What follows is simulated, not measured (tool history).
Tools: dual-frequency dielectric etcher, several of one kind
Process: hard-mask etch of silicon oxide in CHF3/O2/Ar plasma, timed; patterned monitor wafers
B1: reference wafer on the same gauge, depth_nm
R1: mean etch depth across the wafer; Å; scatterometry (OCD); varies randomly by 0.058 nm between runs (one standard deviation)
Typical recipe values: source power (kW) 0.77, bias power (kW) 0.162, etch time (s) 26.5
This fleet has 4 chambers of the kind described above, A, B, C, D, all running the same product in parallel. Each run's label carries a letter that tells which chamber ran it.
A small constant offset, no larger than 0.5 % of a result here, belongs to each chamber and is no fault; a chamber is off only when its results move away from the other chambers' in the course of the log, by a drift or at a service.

{"run": "1C", "hour": 13.2, "source power (kW)": 0.77, "bias power (kW)": 0.162, "etch time (s)": 26.5, "B1": 59.802, "R1": 556.93}
{"run": "2B", "hour": 25.6, "source power (kW)": 0.77, "bias power (kW)": 0.162, "etch time (s)": 26.5, "B1": 59.77, "R1": 558.01}
{"run": "3A", "hour": 36.3, "source power (kW)": 0.77, "bias power (kW)": 0.162, "etch time (s)": 26.5, "B1": 59.768, "R1": 557.39}
{"run": "4D", "hour": 46.4, "source power (kW)": 0.77, "bias power (kW)": 0.162, "etch time (s)": 26.5, "B1": 59.778, "R1": 558.85}
{"run": "5A", "hour": 62.0, "source power (kW)": 0.77, "bias power (kW)": 0.162, "etch time (s)": 26.5, "B1": 59.755, "R1": 556.54}
{"run": "6D", "hour": 74.1, "source power (kW)": 0.68, "bias power (kW)": 0.162, "etch time (s)": 22.5, "B1": 59.727, "R1": 452.51}
{"run": "7C", "hour": 80.8, "source power (kW)": 0.68, "bias power (kW)": 0.162, "etch time (s)": 22.5, "B1": 59.736, "R1": 450.42}
{"run": "8B", "hour": 89.7, "source power (kW)": 0.68, "bias power (kW)": 0.162, "etch time (s)": 22.5, "B1": 59.724, "R1": 449.96}
{"run": "9B", "hour": 99.9, "source power (kW)": 0.68, "bias power (kW)": 0.162, "etch time (s)": 22.5, "B1": 59.732, "R1": 450.42}
{"hour": 109.5, "done": "chamber D: wet clean of the chamber"}
{"run": "10D", "hour": 113.8, "source power (kW)": 0.77, "bias power (kW)": 0.162, "etch time (s)": 26.5, "B1": 59.702, "R1": 559.64}
{"run": "11A", "hour": 128.7, "source power (kW)": 0.77, "bias power (kW)": 0.162, "etch time (s)": 26.5, "B1": 59.681, "R1": 556.99}
{"run": "12C", "hour": 137.2, "source power (kW)": 0.77, "bias power (kW)": 0.162, "etch time (s)": 26.5, "B1": 59.691, "R1": 556.87}
{"run": "13A", "hour": 150.0, "source power (kW)": 0.77, "bias power (kW)": 0.162, "etch time (s)": 26.5, "B1": 59.674, "R1": 557.45}
{"run": "14D", "hour": 164.2, "source power (kW)": 0.77, "bias power (kW)": 0.162, "etch time (s)": 26.5, "B1": 59.666, "R1": 558.53}
{"run": "15B", "hour": 178.3, "source power (kW)": 0.77, "bias power (kW)": 0.162, "etch time (s)": 26.5, "B1": 59.68, "R1": 556.24}
{"run": "16C", "hour": 189.8, "source power (kW)": 0.77, "bias power (kW)": 0.162, "etch time (s)": 26.5, "B1": 59.643, "R1": 556.1}
{"run": "17C", "hour": 198.9, "source power (kW)": 0.77, "bias power (kW)": 0.162, "etch time (s)": 26.5, "B1": 59.653, "R1": 556.05}
{"run": "18A", "hour": 213.1, "source power (kW)": 0.77, "bias power (kW)": 0.162, "etch time (s)": 26.5, "B1": 59.626, "R1": 556.16}
{"hour": 221.6, "done": "chamber C: source power generator calibrated"}
{"run": "19B", "hour": 226.8, "source power (kW)": 0.77, "bias power (kW)": 0.162, "etch time (s)": 26.5, "B1": 59.634, "R1": 555.36}
{"run": "20D", "hour": 238.5, "source power (kW)": 0.77, "bias power (kW)": 0.162, "etch time (s)": 26.5, "B1": 59.605, "R1": 557.63}
{"run": "21B", "hour": 247.9, "source power (kW)": 0.77, "bias power (kW)": 0.162, "etch time (s)": 26.5, "B1": 59.621, "R1": 555.3}
{"run": "22D", "hour": 262.6, "source power (kW)": 0.77, "bias power (kW)": 0.162, "etch time (s)": 26.5, "B1": 59.596, "R1": 557.48}
{"run": "23A", "hour": 275.8, "source power (kW)": 0.77, "bias power (kW)": 0.162, "etch time (s)": 26.5, "B1": 59.571, "R1": 555.21}
{"run": "24C", "hour": 285.7, "source power (kW)": 0.77, "bias power (kW)": 0.162, "etch time (s)": 26.5, "B1": 59.565, "R1": 554.61}
{"run": "25D", "hour": 297.7, "source power (kW)": 0.77, "bias power (kW)": 0.162, "etch time (s)": 26.5, "B1": 59.561, "R1": 556.89}
{"run": "26B", "hour": 310.7, "source power (kW)": 0.62, "bias power (kW)": 0.162, "etch time (s)": 22, "B1": 59.527, "R1": 423.15}

All 4 chambers run these settings next. Forecast each chamber's results:
{"run": "27A", "hour": 321.9, "source power (kW)": 0.77, "bias power (kW)": 0.162, "etch time (s)": 26.5, "R1": "?"}
{"run": "27B", "hour": 321.9, "source power (kW)": 0.77, "bias power (kW)": 0.162, "etch time (s)": 26.5, "R1": "?"}
{"run": "27C", "hour": 321.9, "source power (kW)": 0.77, "bias power (kW)": 0.162, "etch time (s)": 26.5, "R1": "?"}
{"run": "27D", "hour": 321.9, "source power (kW)": 0.77, "bias power (kW)": 0.162, "etch time (s)": 26.5, "R1": "?"}

run=27A R1=554.9
run=27B R1=555.98
run=27C R1=555.88
run=27D R1=556.29

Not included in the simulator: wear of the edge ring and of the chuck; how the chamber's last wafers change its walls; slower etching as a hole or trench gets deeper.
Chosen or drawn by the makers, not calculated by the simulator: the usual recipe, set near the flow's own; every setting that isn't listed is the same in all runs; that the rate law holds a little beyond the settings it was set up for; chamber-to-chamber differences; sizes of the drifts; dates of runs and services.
